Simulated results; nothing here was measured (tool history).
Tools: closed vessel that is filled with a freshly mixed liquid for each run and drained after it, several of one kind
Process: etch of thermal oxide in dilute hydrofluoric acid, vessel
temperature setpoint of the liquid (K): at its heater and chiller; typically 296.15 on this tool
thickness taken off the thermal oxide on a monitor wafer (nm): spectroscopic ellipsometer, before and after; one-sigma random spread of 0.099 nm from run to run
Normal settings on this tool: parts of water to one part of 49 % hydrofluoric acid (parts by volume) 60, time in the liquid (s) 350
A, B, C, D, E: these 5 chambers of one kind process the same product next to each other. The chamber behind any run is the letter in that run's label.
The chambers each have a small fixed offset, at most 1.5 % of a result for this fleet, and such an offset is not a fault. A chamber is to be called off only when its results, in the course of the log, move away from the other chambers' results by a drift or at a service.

| run | hour | temperature setpoint of the liquid (K) | parts of water to one part of 49 % hydrofluoric acid (parts by volume) | time in the liquid (s) | read-back film thickness of the thermal oxide reference wafer, read on the same gauge (nm) | thickness taken off the thermal oxide on a monitor wafer (nm) |
|---|---|---|---|---|---|---|
| 1D | 9.3 | 296.15 | 60 | 350 | 49.987 | 27.633 |
| 2C | 16.6 | 296.15 | 60 | 350 | 50.051 | 27.801 |
| 3A | 23.3 | 296.15 | 60 | 350 | 50.013 | 28.004 |
| 4E | 36.7 | 296.15 | 60 | 350 | 50.004 | 27.943 |
| 5B | 45.1 | 296.15 | 60 | 350 | 49.986 | 28.213 |
| 6A | 51.8 | 296.15 | 60 | 350 | 49.997 | 27.98 |
| 7C | 58.8 | 296.15 | 60 | 350 | 49.999 | 27.705 |
| 8B | 69.2 | 296.15 | 60 | 350 | 50.009 | 28.318 |
| 9D | 75.6 | 296.15 | 60 | 350 | 50.005 | 27.657 |
| 10E | 82.5 | 291.65 | 60 | 350 | 49.995 | 23.25 |
| 11B | 95.2 | 291.65 | 60 | 350 | 49.971 | 23.277 |
| 12A | 107.4 | 291.65 | 60 | 350 | 50.011 | 23.301 |
| 13C | 114.3 | 291.65 | 60 | 350 | 49.964 | 22.933 |
| 14E | 121.4 | 291.65 | 60 | 350 | 49.981 | 22.959 |
| 15D | 133 | 296.15 | 60 | 350 | 49.997 | 27.489 |
| 16D | 145.5 | 299.15 | 60 | 350 | 49.97 | 31.174 |
| 17E | 156.8 | 299.15 | 60 | 350 | 50.01 | 31.493 |
| 18A | 167.3 | 299.15 | 60 | 350 | 49.961 | 31.625 |
| 19C | 175.1 | 299.15 | 60 | 350 | 50.002 | 31.344 |
| 20B | 182.1 | 299.15 | 60 | 350 | 50.024 | 32.324 |
| 21E | 191.6 | 296.15 | 60 | 350 | 50.024 | 27.931 |
| 22A | 204.6 | 296.15 | 60 | 350 | 50.021 | 27.967 |
| 23B | 211.9 | 296.15 | 60 | 350 | 49.957 | 28.948 |
| 24D | 218.4 | 296.15 | 60 | 350 | 49.979 | 27.543 |
| 25C | 230.4 | 296.15 | 60 | 350 | 49.978 | 27.771 |
| 26B | 241.3 | 296.15 | 60 | 350 | 49.993 | 29.265 |
| 27A | 248.4 | 296.15 | 60 | 350 | 50.015 | 27.977 |
| 28C | 255.5 | 296.15 | 60 | 350 | 50.001 | 27.644 |
| 29D | 267.7 | 296.15 | 60 | 350 | 49.961 | 27.856 |
| 30E | 278.6 | 296.15 | 60 | 350 | 49.979 | 27.865 |

All chambers now run identical settings, listed one chamber a line with results as question marks. What results will each chamber show?
| 31A | 288.3 | 294.15 | 60 | 350 |  | ? |
| 31B | 288.3 | 294.15 | 60 | 350 |  | ? |
| 31C | 288.3 | 294.15 | 60 | 350 |  | ? |
| 31D | 288.3 | 294.15 | 60 | 350 |  | ? |
| 31E | 288.3 | 294.15 | 60 | 350 |  | ? |

| run | thickness taken off the thermal oxide on a monitor wafer (nm) |
|---|---|
| 31A | 25.828 |
| 31B | 27.093 |
| 31C | 25.573 |
| 31D | 25.342 |
| 31E | 25.617 |
